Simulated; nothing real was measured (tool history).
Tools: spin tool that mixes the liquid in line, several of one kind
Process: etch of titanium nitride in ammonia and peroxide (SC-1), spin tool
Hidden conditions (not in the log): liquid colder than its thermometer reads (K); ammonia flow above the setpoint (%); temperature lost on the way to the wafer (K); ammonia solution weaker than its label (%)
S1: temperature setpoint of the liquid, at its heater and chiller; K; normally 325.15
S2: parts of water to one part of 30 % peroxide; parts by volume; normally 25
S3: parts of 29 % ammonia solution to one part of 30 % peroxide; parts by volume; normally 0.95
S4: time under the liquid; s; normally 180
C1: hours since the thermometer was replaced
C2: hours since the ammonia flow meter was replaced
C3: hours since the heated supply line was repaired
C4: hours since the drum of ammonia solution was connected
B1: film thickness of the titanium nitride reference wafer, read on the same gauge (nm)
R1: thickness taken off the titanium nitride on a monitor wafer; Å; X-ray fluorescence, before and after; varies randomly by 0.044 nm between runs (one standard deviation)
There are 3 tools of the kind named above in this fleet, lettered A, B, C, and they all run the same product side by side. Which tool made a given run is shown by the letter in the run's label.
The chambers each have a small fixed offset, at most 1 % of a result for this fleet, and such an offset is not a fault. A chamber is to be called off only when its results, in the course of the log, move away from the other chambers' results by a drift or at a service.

run 1C hour=4.9 | S1=325.15 S2=25 S3=0.95 S4=180 | C1=1448 C2=729.8 C3=1282.3 C4=242.3 | B1=60.027 | R1=74.163
run 2A hour=10.8 | S1=325.15 S2=25 S3=0.95 S4=180 | C1=1870.8 C2=1699.6 C3=204.4 C4=486.4 | B1=60.01 | R1=75.485
run 3B hour=14.9 | S1=325.15 S2=25 S3=0.95 S4=180 | C1=321 C2=647.3 C3=2074.1 C4=249.4 | B1=60.006 | R1=75.171
run 4A hour=20.1 | S1=325.15 S2=25 S3=0.95 S4=180 | C1=1880.1 C2=1708.9 C3=213.7 C4=495.7 | B1=59.991 | R1=75.348
run 5B hour=23.5 | S1=325.15 S2=25 S3=0.95 S4=180 | C1=329.6 C2=655.9 C3=2082.7 C4=258 | B1=60.002 | R1=75.061
run 6C hour=29.3 | S1=328.65 S2=34.5 S3=0.95 S4=180 | C1=1472.4 C2=754.2 C3=1306.7 C4=266.7 | B1=60.02 | R1=79.196
run 7B hour=34.2 | S1=328.65 S2=34.5 S3=0.95 S4=180 | C1=340.3 C2=666.6 C3=2093.4 C4=268.7 | B1=59.997 | R1=78.692
run 8A hour=39.3 | S1=328.65 S2=34.5 S3=0.95 S4=180 | C1=1899.3 C2=1728.1 C3=232.9 C4=514.9 | B1=60.02 | R1=79.951
run 9C hour=45.3 | S1=325.15 S2=25 S3=0.95 S4=180 | C1=1488.4 C2=770.2 C3=1322.7 C4=282.7 | B1=59.982 | R1=74.347
run 10B hour=49 | S1=325.15 S2=25 S3=0.95 S4=180 | C1=355.1 C2=681.4 C3=2108.2 C4=283.5 | B1=60.004 | R1=73.185
-- hour=49.4 chamber A: ammonia flow meter replaced
run 11C hour=53.9 | S1=325.15 S2=25 S3=0.95 S4=180 | C1=1497 C2=778.8 C3=1331.3 C4=291.3 | B1=59.992 | R1=74.518
run 12A hour=57.4 | S1=325.15 S2=25 S3=0.95 S4=180 | C1=1917.4 C2=8.1 C3=251 C4=533 | B1=60 | R1=75.467
-- hour=59.5 chamber A: thermometer replaced
run 13B hour=61.4 | S1=325.15 S2=25 S3=0.95 S4=180 | C1=367.5 C2=693.8 C3=2120.6 C4=295.9 | B1=60.027 | R1=73.107
run 14C hour=65.9 | S1=319.15 S2=36 S3=0.95 S4=180 | C1=1509 C2=790.8 C3=1343.3 C4=303.3 | B1=60 | R1=39.773
run 15A hour=68.7 | S1=319.15 S2=36 S3=0.95 S4=180 | C1=9.2 C2=19.4 C3=262.3 C4=544.3 | B1=59.972 | R1=40.422
run 16A hour=72.4 | S1=319.15 S2=36 S3=0.95 S4=180 | C1=12.9 C2=23.1 C3=266 C4=548 | B1=59.964 | R1=39.858
run 17C hour=75.5 | S1=325.15 S2=25 S3=0.95 S4=180 | C1=1518.6 C2=800.4 C3=1352.9 C4=312.9 | B1=60.026 | R1=74.378
run 18B hour=80.3 | S1=325.15 S2=25 S3=0.95 S4=180 | C1=386.4 C2=712.7 C3=2139.5 C4=314.8 | B1=60.003 | R1=72.338
run 19A hour=83.3 | S1=325.15 S2=25 S3=0.95 S4=180 | C1=23.8 C2=34 C3=276.9 C4=558.9 | B1=60.003 | R1=74.366
run 20B hour=86.1 | S1=325.15 S2=25 S3=0.95 S4=180 | C1=392.2 C2=718.5 C3=2145.3 C4=320.6 | B1=59.967 | R1=71.209
run 21C hour=89.5 | S1=333.65 S2=25 S3=0.95 S4=180 | C1=1532.6 C2=814.4 C3=1366.9 C4=326.9 | B1=60.033 | R1=131.13
run 22A hour=92.7 | S1=333.65 S2=25 S3=0.95 S4=180 | C1=33.2 C2=43.4 C3=286.3 C4=568.3 | B1=60.035 | R1=133.39
run 23B hour=96.8 | S1=333.65 S2=25 S3=0.95 S4=180 | C1=402.9 C2=729.2 C3=2156 C4=331.3 | B1=60.02 | R1=124.99
run 24C hour=101 | S1=325.15 S2=25 S3=0.95 S4=180 | C1=1544.1 C2=825.9 C3=1378.4 C4=338.4 | B1=59.987 | R1=74.167
run 25C hour=105.4 | S1=325.15 S2=25 S3=0.95 S4=180 | C1=1548.5 C2=830.3 C3=1382.8 C4=342.8 | B1=59.987 | R1=73.867
run 26B hour=110 | S1=325.15 S2=16 S3=1.2 S4=180 | C1=416.1 C2=742.4 C3=2169.2 C4=344.5 | B1=60.008 | R1=92.697
run 27A hour=113 | S1=325.15 S2=16 S3=1.2 S4=180 | C1=53.5 C2=63.7 C3=306.6 C4=588.6 | B1=59.991 | R1=101.82

Read the log: is a single chamber off, either drifting away or since a service, is the gauge that measures every chamber drifting, or is nothing wrong beyond small per-chamber offsets? Name any odd chamber and what most likely caused it.

Chamber B drifts away from the others.
Cause: liquid colder than its thermometer reads (K) = 1.1.
Not necessarily distinguishable in this log from: temperature lost on the way to the wafer (K).

Below are 4 candidate recipes for chamber B's next run, each the usual settings with a change, their results shown as question marks. Which of them brings B's results back in line with what the other chambers give on the usual settings?
To be in line, a result may differ from the other chambers' mean on the usual settings by at most: R1 1.5 Å
run 28B-1 hour=117.4 | S1=325.15 S2=25.5 S3=0.95 S4=170 | R1=?
run 28B-2 hour=117.4 | S1=326.65 S2=24.5 S3=0.95 S4=180 | R1=?
run 28B-3 hour=117.4 | S1=325.15 S2=30.5 S3=0.95 S4=180 | R1=?
run 28B-4 hour=117.4 | S1=325.65 S2=25 S3=0.95 S4=185 | R1=?

On the usual settings, the other chambers give on average: R1 74.811 Å
run=28B-1 R1=65.277
run=28B-2 R1=78.407
run=28B-3 R1=62.591
run=28B-4 R1=74.342
The right change is 28B-4: it brings the chamber back within the allowed miss of the others.
